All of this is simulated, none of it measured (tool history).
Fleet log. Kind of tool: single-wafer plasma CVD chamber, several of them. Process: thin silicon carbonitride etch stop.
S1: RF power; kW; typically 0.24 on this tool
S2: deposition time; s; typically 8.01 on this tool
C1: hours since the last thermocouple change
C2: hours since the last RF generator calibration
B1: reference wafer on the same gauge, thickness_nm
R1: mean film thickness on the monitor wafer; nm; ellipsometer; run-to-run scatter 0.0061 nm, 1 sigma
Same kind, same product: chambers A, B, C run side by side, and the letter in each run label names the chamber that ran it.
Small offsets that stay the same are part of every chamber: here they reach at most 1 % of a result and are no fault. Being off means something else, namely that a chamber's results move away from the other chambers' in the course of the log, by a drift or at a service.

run    day     S1    S2      C1      C2      B1      R1
 1C  0.288   0.24  8.01   833.8  1962.3  4.6701  4.8063
 2B  0.496   0.24  8.01   686.1     354  4.6691   4.846
 3A  0.671   0.24  8.01  1109.9   431.2  4.6664  4.8179
 4C  0.938   0.24  8.01   849.4  1977.9  4.6674  4.7966
 5B  1.188    0.2  6.82   702.7   370.6  4.6667  3.9111
 6A  1.488    0.2  6.82  1129.5   450.8  4.6644  3.8802
 7C  1.771    0.2  6.82   869.4  1997.9  4.6629  3.8756
 8A  2.038   0.24  8.01  1142.7     464  4.6613  4.8288
 9B  2.279  0.265   6.9   728.9   396.8   4.662  4.2936
10B  2.554  0.265   6.9   735.5   403.4  4.6619  4.2981
11A  2.788  0.265   6.9  1160.7     482    4.66  4.2734
12C  2.929   0.24  8.01   897.2  2025.7  4.6588  4.7949
13B  3.171   0.24  8.01   750.3   418.2  4.6606   4.834
14C  3.421   0.24  8.01     909  2037.5  4.6589  4.7859
15A  3.604   0.24  8.01  1180.3   501.6  4.6575  4.8164
16C  3.892   0.24  8.01   920.3  2048.8  4.6562  4.7953
17B  4.096   0.24  8.01   772.5   440.4  4.6538  4.8312
18A  4.367   0.24  8.01  1198.6   519.9  4.6532  4.8164
19A  4.517   0.28  8.81  1202.2   523.5  4.6535  5.5437
20B  4.779   0.28  8.81   788.9   456.8  4.6531  5.5497
21C  4.946   0.28  8.81   945.6  2074.1  4.6509  5.5082
22B    5.2   0.24  6.85     799   466.9  4.6493  4.1376
23C  5.429   0.24  6.85   957.2  2085.7  4.6503  4.0862
24A  5.638   0.24  6.85  1229.1   550.4  4.6521  4.1069
25B  5.879   0.24  8.01   815.3   483.2  4.6497  4.8208
26C  6.071   0.24  8.01   972.6  2101.1  4.6505  4.7851
27A  6.367   0.24  8.01  1246.6   567.9   4.647  4.7977
28C  6.679   0.24  8.01   987.2  2115.7  4.6467  4.7742

What goes on in this fleet: one chamber off, a drifting gauge, or nothing beyond the chambers' own small offsets? Name the chamber and the cause, if any.

Gauge drift. The chambers move together only on paper, and none stands off.
Cause: gauge reads low (%) = 0.525.
